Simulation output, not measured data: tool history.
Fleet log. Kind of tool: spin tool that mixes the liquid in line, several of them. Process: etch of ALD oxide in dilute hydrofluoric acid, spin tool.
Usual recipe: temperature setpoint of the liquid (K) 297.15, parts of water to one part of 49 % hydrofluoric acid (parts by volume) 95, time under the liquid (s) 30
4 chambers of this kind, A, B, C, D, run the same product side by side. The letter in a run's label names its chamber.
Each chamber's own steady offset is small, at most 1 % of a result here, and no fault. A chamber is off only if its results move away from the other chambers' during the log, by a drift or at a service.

run	day	temperature setpoint of the liquid (K)	parts of water to one part of 49 % hydrofluoric acid (parts by volume)	time under the liquid (s)	hours since the thermometer was replaced	hours since the hydrofluoric acid flow meter was replaced	read-back film thickness of the ALD oxide reference wafer, read on the same gauge (nm)	thickness taken off the ALD oxide on a monitor wafer (Å)
1B	0.396	297.15	95	30	284.6	73.3	60.034	95.797
2A	0.808	297.15	95	30	359.5	802.2	60.001	96.122
3D	1.033	297.15	95	30	1910.8	62.7	60.022	95.171
4C	1.279	297.15	95	30	632.7	1566.3	59.998	97.211
5C	1.483	297.15	95	30	637.6	1571.2	59.98	97.956
6D	1.833	297.15	95	30	1930	81.9	60.031	95.145
7A	2.042	297.15	95	30	389.1	831.8	60.013	97.352
8B	2.308	293.65	135	30	330.5	119.2	59.996	55.848
9B	2.654	293.65	135	30	338.8	127.5	59.997	55.942
10A	2.9	293.65	135	30	409.7	852.4	59.996	55.844
11D	3.333	293.65	135	30	1966	117.9	60.02	55.568
12C	3.654	297.15	95	30	689.7	1623.3	59.987	97.514
13B	3.933	297.15	95	30	369.5	158.2	60.019	95.454
14C	4.35	297.15	95	30	706.4	1640	59.973	97.048
15D	4.662	297.15	95	30	1997.9	149.8	60	95.39
# day 4.729: chamber A: thermometer replaced
# day 5.008: chamber C: thermometer replaced
16A	5.042	297.15	95	30	7.5	903.8	59.964	95.254
17B	5.438	297.15	95	30	405.6	194.3	60.012	95.205
18D	5.817	297.15	95	30	2025.6	177.5	59.993	96.39
19C	6.175	297.15	95	30	28	1683.8	59.98	95.609
20A	6.492	297.15	95	30	42.3	938.6	59.974	96.557
21D	6.792	297.15	95	30	2049	200.9	60.024	97.013
22C	7.058	297.15	95	30	49.2	1705	59.982	96.962
23B	7.275	297.15	95	30	449.7	238.4	60.008	97.342
# day 7.279: chamber A: hydrofluoric acid flow meter replaced
24A	7.592	297.15	95	30	68.7	7.6	60.011	96.876
25A	7.9	293.15	95	15	76.1	15	60.01	40.732
26D	8.233	293.15	95	15	2083.6	235.5	59.956	40.839
27B	8.667	293.15	95	15	483.1	271.8	60	41.491
28C	8.925	293.15	95	15	94	1749.8	60.018	40.96
# day 8.95: chamber D: thermometer replaced
29A	9.308	301.65	95	30	109.9	48.8	59.999	115.16
30B	9.6	301.65	95	30	505.5	294.2	60.023	118.47
31D	9.812	301.65	95	30	20.8	273.4	60.031	113.6
32C	10.017	301.65	95	30	120.2	1776	59.998	114.36
33D	10.383	297.15	95	30	34.5	287.1	59.988	93.997
# day 10.75: chamber C: hydrofluoric acid flow meter replaced
34B	10.796	297.15	95	30	534.2	322.9	59.998	100.98
35A	11.154	297.15	95	30	154.2	93.1	60.009	95.013
36C	11.592	300.15	95	15	158	20.2	60.027	54.531
37C	11.846	300.15	95	15	164.1	26.3	60.002	54.072
38B	12.071	300.15	95	15	564.8	353.5	60.016	56.03

All 4 chambers run these settings next. Forecast each chamber's results:
39A	12.383	297.15	95	30				?
39B	12.383	297.15	95	30				?
39C	12.383	297.15	95	30				?
39D	12.383	297.15	95	30				?

run	thickness taken off the ALD oxide on a monitor wafer (Å)
39A	96.573
39B	101.47
39C	96.607
39D	94.669
